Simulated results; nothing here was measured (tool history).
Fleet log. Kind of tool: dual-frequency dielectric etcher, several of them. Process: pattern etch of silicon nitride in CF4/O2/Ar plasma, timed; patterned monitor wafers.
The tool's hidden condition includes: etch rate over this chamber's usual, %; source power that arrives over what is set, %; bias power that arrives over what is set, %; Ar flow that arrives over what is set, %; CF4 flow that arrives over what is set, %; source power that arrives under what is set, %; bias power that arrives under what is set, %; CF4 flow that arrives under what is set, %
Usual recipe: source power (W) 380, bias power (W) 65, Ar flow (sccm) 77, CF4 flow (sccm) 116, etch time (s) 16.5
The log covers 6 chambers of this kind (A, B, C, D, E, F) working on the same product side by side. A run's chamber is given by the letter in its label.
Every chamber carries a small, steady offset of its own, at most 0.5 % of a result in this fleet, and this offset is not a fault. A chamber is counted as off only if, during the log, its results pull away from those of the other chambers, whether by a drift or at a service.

run	hour	source power (W)	bias power (W)	Ar flow (sccm)	CF4 flow (sccm)	etch time (s)	hours since the last wet clean	hours since the last source power generator calibration	hours since the last bias power generator calibration	hours since the last Ar flow controller change	hours since the last CF4 flow controller change	read-back reference wafer on the same gauge, depth_nm	mean etch depth across the wafer (nm)
# hour 6.3: chamber E: wet clean of the chamber
1C	14.4	380	65	77	116	16.5	534.5	1691.9	280.2	2296.6	1748.9	33.988	28.418
2D	23.3	380	65	77	116	16.5	242.5	305	99.3	3260	927.6	34	28.533
# hour 23.4: chamber F: CF4 flow controller replaced
# hour 36.8: chamber E: CF4 flow controller replaced
3F	37	380	65	77	116	16.5	436.5	40.4	237.1	912.1	13.7	34.025	28.42
4B	44.5	380	65	77	116	16.5	377.8	103.9	1505.6	1402.6	2677.5	33.997	28.44
5E	52	380	65	77	116	16.5	45.8	758.9	803.8	538	15.3	34.027	28.277
# hour 52.7: chamber B: wet clean of the chamber
6A	63.7	380	65	77	116	16.5	406.5	3996.3	234.3	797.2	1433.5	34.007	28.436
7D	71	380	65	77	116	16.5	290.2	352.7	147	3307.7	975.3	34.004	28.438
8B	82.4	380	65	77	116	16.5	29.8	141.8	1543.5	1440.5	2715.4	33.994	28.471
9A	95.2	380	65	77	116	16.5	438	4027.8	265.8	828.7	1465	34.006	28.465
10C	103.3	380	65	77	116	16.5	623.4	1780.8	369.1	2385.5	1837.8	33.994	28.596
11E	116.5	380	79	77	116	16.5	110.3	823.4	868.3	602.5	79.8	33.985	30.536
# hour 118.8: chamber C: wet clean of the chamber
12F	129.9	380	79	77	116	16.5	529.4	133.3	330	1005	106.6	34.016	30.549
13F	137.7	380	79	77	116	16.5	537.2	141.1	337.8	1012.8	114.4	33.99	30.514
14C	148.2	380	79	77	116	16.5	29.5	1825.7	414	2430.4	1882.7	34.017	30.817
15D	161.1	380	79	77	116	16.5	380.3	442.8	237.1	3397.8	1065.4	33.988	30.689
# hour 165.6: chamber F: wet clean of the chamber
16A	171.8	380	79	77	116	16.5	514.6	4104.4	342.4	905.3	1541.6	34.012	30.714
# hour 172.3: chamber A: wet clean of the chamber
17E	183.1	380	65	77	116	16.5	176.9	890	934.9	669.1	146.4	34.013	28.283
18B	195	380	71	77	116	19	142.4	254.4	1656.1	1553.1	2828	34.008	33.781
19D	207.5	380	71	77	116	19	426.7	489.2	283.5	3444.2	1111.8	33.999	34.101
20F	215.7	380	71	77	116	19	50.2	219.1	415.8	1090.8	192.4	34.005	35.018
21C	228.4	380	71	77	116	19	109.7	1905.9	494.2	2510.6	1962.9	33.983	33.926
22E	239.4	380	71	77	116	19	233.2	946.3	991.2	725.4	202.7	34.004	33.603
23A	249.5	380	71	77	116	19	77.2	4182.1	420.1	983	1619.3	33.995	33.779
24B	257.3	380	65	77	116	16.5	204.7	316.7	1718.4	1615.4	2890.3	34.007	28.431
25E	266.9	380	65	77	116	16.5	260.7	973.8	1018.7	752.9	230.2	34.031	28.548
26B	276.1	380	65	77	116	16.5	223.5	335.5	1737.2	1634.2	2909.1	34.003	28.375
27F	283.6	380	65	77	116	16.5	118.1	287	483.7	1158.7	260.3	34.008	29.554
28D	290.9	380	65	77	116	16.5	510.1	572.6	366.9	3527.6	1195.2	34.02	28.527
29A	300	380	65	77	116	16.5	127.7	4232.6	470.6	1033.5	1669.8	33.989	28.428
# hour 304.2: chamber B: bias power generator calibrated
# hour 305.6: chamber A: source power generator calibrated
30C	307.5	380	65	77	116	16.5	188.8	1985	573.3	2589.7	2042	33.994	28.394
31F	314	380	65	92	103	16.5	148.5	317.4	514.1	1189.1	290.7	34.021	28.628
32E	327.5	380	65	92	103	16.5	321.3	1034.4	1079.3	813.5	290.8	34.017	27.711
33D	334.8	380	65	92	103	16.5	554	616.5	410.8	3571.5	1239.1	33.975	27.606
34C	347.1	380	65	92	103	16.5	228.4	2024.6	612.9	2629.3	2081.6	33.997	27.678
35A	354.4	380	65	92	103	16.5	182.1	48.8	525	1087.9	1724.2	33.996	27.661
36B	364	380	65	92	103	16.5	311.4	423.4	59.9	1722.1	2997	34.013	27.664
37F	372.2	380	65	77	116	16.5	206.7	375.6	572.3	1247.3	348.9	34	29.599
38B	387.1	380	65	77	116	16.5	334.5	446.5	83	1745.2	3020.1	34.023	28.354
39C	395.8	380	65	77	116	16.5	277.1	2073.3	661.6	2678	2130.3	34.006	28.358
40A	410	380	65	77	116	16.5	237.7	104.4	580.6	1143.5	1779.8	33.984	28.604

Decide between three cases: one chamber stands off from its peers, the gauge reading all wafers drifts, or nothing is wrong past each chamber's small offset. Where a chamber is off, say which and what most likely put it there.

Chamber F came out of a service off from its peers and stayed that way.
Likeliest cause: etch rate over this chamber's usual, % = 3.89.

Chamber F could run next with any of the 4 candidate recipes listed below; each alters the usual settings, and their results appear as question marks. Which one brings its results back in line with what the other chambers deliver on the usual settings?
To be in line, a result may differ from the other chambers' mean on the usual settings by at most: mean etch depth across the wafer (nm) 0.28
41F-1	420.6	380	65	88	116	16.5							?
41F-2	420.6	380	67	76	117	16.5							?
41F-3	420.6	380	66	77	116	17							?
41F-4	420.6	380	65	93	93	16.5							?

Other chambers, usual settings, mean: mean etch depth across the wafer (nm) 28.45
run	mean etch depth across the wafer (nm)
41F-1	29.143
41F-2	29.909
41F-3	30.582
41F-4	28.333
41F-4 is the one that brings the chamber's results back in line with the other chambers.
